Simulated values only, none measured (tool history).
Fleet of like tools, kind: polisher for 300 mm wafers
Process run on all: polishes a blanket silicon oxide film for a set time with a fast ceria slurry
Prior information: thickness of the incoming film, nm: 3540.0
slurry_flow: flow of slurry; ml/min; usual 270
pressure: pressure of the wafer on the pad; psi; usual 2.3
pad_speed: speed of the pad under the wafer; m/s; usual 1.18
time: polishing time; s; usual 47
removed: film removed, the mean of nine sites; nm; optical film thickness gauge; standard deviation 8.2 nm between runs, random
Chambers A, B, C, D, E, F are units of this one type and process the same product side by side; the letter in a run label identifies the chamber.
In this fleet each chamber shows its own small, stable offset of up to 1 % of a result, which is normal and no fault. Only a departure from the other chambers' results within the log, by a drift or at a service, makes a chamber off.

run,hour,slurry_flow,pressure,pad_speed,time,removed
1A,5.5,270,2.3,1.18,47,756.07
2E,16.5,270,2.3,1.18,47,761.27
3C,23.5,270,2.3,1.18,47,764.1
4D,31.1,270,2.3,1.18,47,741.2
# hour 36.2: chamber C: worn pad replaced by a new one
5F,38.4,270,2.3,1.18,47,751.46
# hour 40.5: chamber E: worn pad replaced by a new one
6B,44.5,270,2.3,1.18,47,751.25
# hour 48.5: chamber B: worn pad replaced by a new one
7F,53.8,240,2.3,1.18,60,972.8
8E,59.6,240,2.3,1.18,60,932.53
9C,69.3,240,2.3,1.18,60,931.82
# hour 71.2: chamber A: worn pad replaced by a new one
10A,80.4,240,2.3,1.18,60,942.39
11B,91.4,240,2.3,1.18,60,952.45
# hour 96.3: chamber D: worn pad replaced by a new one
12D,97.8,240,2.3,1.18,60,952.58
13C,105.1,270,2.3,1.18,47,757.37
14E,112.3,270,2.3,1.18,47,745.68
15F,117.4,270,2.3,1.18,47,749.25
# hour 120.6: chamber E: slurry nozzle cleaned
16A,124.1,270,2.3,1.18,47,749.87
17B,132.8,270,2.3,1.18,47,755.48
18D,143.5,270,2.3,1.18,47,744.57
19E,148.5,270,2.3,1.18,47,753.8
20A,159.5,270,2.3,1.18,47,740.84
# hour 169.5: chamber A: worn pad replaced by a new one
21C,170.1,270,2.3,1.18,47,751.2
# hour 173.6: chamber C: worn pad replaced by a new one
22D,177.7,270,2.3,0.84,36,412.91
# hour 178.6: chamber A: slurry nozzle cleaned
23F,185.1,270,2.3,0.84,36,398.54
# hour 187: chamber B: worn pad replaced by a new one
# hour 192.9: chamber C: head pressure recalibrated
24B,194.8,270,2.3,0.84,36,415.94
# hour 198.3: chamber D: worn pad replaced by a new one
25E,205.7,270,2.3,0.84,36,409.62
# hour 209.3: chamber E: worn pad replaced by a new one
26F,212.1,270,2.3,0.84,36,390.69
27C,222.6,270,2.3,0.84,36,420.83
28A,228.2,270,2.3,1.18,47,746.61
# hour 232: chamber F: slurry nozzle cleaned
29D,235.7,270,2.3,1.18,47,747.6
30B,245.8,270,2.3,1.18,47,760.56
31A,251.1,270,2.3,1.18,47,754.84
32C,258,270,2.3,1.18,47,752.98
33B,268.7,270,2.3,1.18,47,761.81
34D,277.8,270,2.3,1.18,47,750.88
35E,283.3,270,2.3,1.18,47,747.7
# hour 294.1: chamber D: worn pad replaced by a new one
36F,294.6,270,2.3,1.18,32,470.97
37E,303.3,270,2.3,1.18,32,501.32
38B,314.4,270,2.3,1.18,32,514.7
39D,320.8,270,2.3,1.18,32,516.09
40F,329.1,270,2.3,1.18,32,455.27

Read the log: is a single chamber off, either drifting away or since a service, is the gauge that measures every chamber drifting, or is nothing wrong beyond small per-chamber offsets? Name any odd chamber and what most likely caused it.

Little by little, chamber F moves away from the other chambers.
Most likely cause: removal rate lost through wear of the pad, % = 12.
The log may not separate it from: head's pressure below its setpoint, %.

Chamber F could run next with any of the 4 candidate recipes listed below; each alters the usual settings, and their results appear as question marks. Which one brings its results back in line with what the other chambers deliver on the usual settings?
A result is in line if it is within this distance of the other chambers' mean on the usual settings: removed 28 nm
41F-1,337.2,270,2.3,1.2,48,?
41F-2,337.2,270,2.4,1.24,49,?
41F-3,337.2,270,2.2,1.16,47,?
41F-4,337.2,265,2,1.18,47,?

Mean of the other chambers on the usual settings: removed 750.15 nm
run,removed
41F-1,683.82
41F-2,752.15
41F-3,619.6
41F-4,572.77
The answer is 41F-2, which returns the chamber to within the allowed miss of the others.
